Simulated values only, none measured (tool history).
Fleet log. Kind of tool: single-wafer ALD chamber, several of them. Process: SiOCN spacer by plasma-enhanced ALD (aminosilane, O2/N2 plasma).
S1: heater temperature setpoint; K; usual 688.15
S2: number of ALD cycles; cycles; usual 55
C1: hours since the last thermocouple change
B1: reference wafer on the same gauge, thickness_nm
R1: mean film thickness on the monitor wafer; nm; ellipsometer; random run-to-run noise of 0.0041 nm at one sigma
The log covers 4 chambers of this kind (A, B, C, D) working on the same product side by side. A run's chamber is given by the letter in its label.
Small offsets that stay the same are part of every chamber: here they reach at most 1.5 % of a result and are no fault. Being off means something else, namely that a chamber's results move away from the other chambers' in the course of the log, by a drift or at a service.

Run 1C, day 0.333: usual settings; C1 183.6; B1 2.81. Result: R1 3.2109 nm.
Run 2B, day 0.775: usual settings; C1 1192.7; B1 2.8092. Result: R1 3.1467 nm.
Run 3D, day 1.146: usual settings; C1 275.6; B1 2.808. Result: R1 3.1738 nm.
Run 4A, day 1.404: usual settings; C1 302.7; B1 2.8071. Result: R1 3.1699 nm.
Run 5D, day 1.871: usual settings but S1 698.15 K, S2 51 cycles; C1 293; B1 2.8077. Result: R1 2.8514 nm.
Run 6C, day 2.288: usual settings but S1 698.15 K, S2 51 cycles; C1 230.5; B1 2.8084. Result: R1 2.8931 nm.
Run 7B, day 2.692: usual settings but S1 698.15 K, S2 51 cycles; C1 1238.7; B1 2.8061. Result: R1 2.8261 nm.
Run 8A, day 3.021: usual settings but S1 698.15 K, S2 51 cycles; C1 341.5; B1 2.8058. Result: R1 2.8432 nm.
Run 9D, day 3.342: usual settings; C1 328.3; B1 2.8055. Result: R1 3.1754 nm.
Run 10B, day 3.833: usual settings; C1 1266.1; B1 2.8057. Result: R1 3.1465 nm.
Run 11A, day 4.167: usual settings; C1 369; B1 2.8054. Result: R1 3.1706 nm.
Run 12C, day 4.758: usual settings; C1 289.8; B1 2.8044. Result: R1 3.2066 nm.
Run 13B, day 5.258: usual settings; C1 1300.3; B1 2.8036. Result: R1 3.1525 nm.
Run 14D, day 5.754: usual settings; C1 386.2; B1 2.8034. Result: R1 3.1643 nm.
Run 15C, day 6.196: usual settings; C1 324.3; B1 2.8016. Result: R1 3.201 nm.
Run 16A, day 6.638: usual settings; C1 428.3; B1 2.8023. Result: R1 3.158 nm.
Run 17B, day 7.192: usual settings but S1 700.15 K, S2 65 cycles; C1 1346.7; B1 2.8022. Result: R1 3.5718 nm.
Run 18D, day 7.525: usual settings but S1 700.15 K, S2 65 cycles; C1 428.7; B1 2.8004. Result: R1 3.5999 nm.
Run 19A, day 8: usual settings but S1 700.15 K, S2 65 cycles; C1 461; B1 2.8007. Result: R1 3.5926 nm.
Run 20C, day 8.446: usual settings but S1 700.15 K, S2 65 cycles; C1 378.3; B1 2.7995. Result: R1 3.6327 nm.
Run 21A, day 9.008: usual settings; C1 485.2; B1 2.7995. Result: R1 3.1606 nm.
Run 22C, day 9.458: usual settings; C1 402.6; B1 2.7993. Result: R1 3.2087 nm.
Run 23B, day 10.029: usual settings; C1 1414.8; B1 2.798. Result: R1 3.1392 nm.
Run 24D, day 10.342: usual settings; C1 496.3; B1 2.7982. Result: R1 3.1604 nm.
Run 25D, day 10.7: usual settings; C1 504.9; B1 2.7976. Result: R1 3.1583 nm.
Run 26B, day 11.229: usual settings; C1 1443.6; B1 2.7957. Result: R1 3.1411 nm.
Run 27A, day 11.796: usual settings but S1 680.15 K, S2 51 cycles; C1 552.1; B1 2.7959. Result: R1 2.9958 nm.
Run 28C, day 12.058: usual settings but S1 680.15 K, S2 51 cycles; C1 465; B1 2.7956. Result: R1 3.0412 nm.

What goes on in this fleet: one chamber off, a drifting gauge, or nothing beyond the chambers' own small offsets? Name the chamber and the cause, if any.

No chamber is off; the gauge reading every chamber's wafers drifts, which makes the whole fleet appear to move together.
Most likely cause: gauge reads low (%) = 0.531.
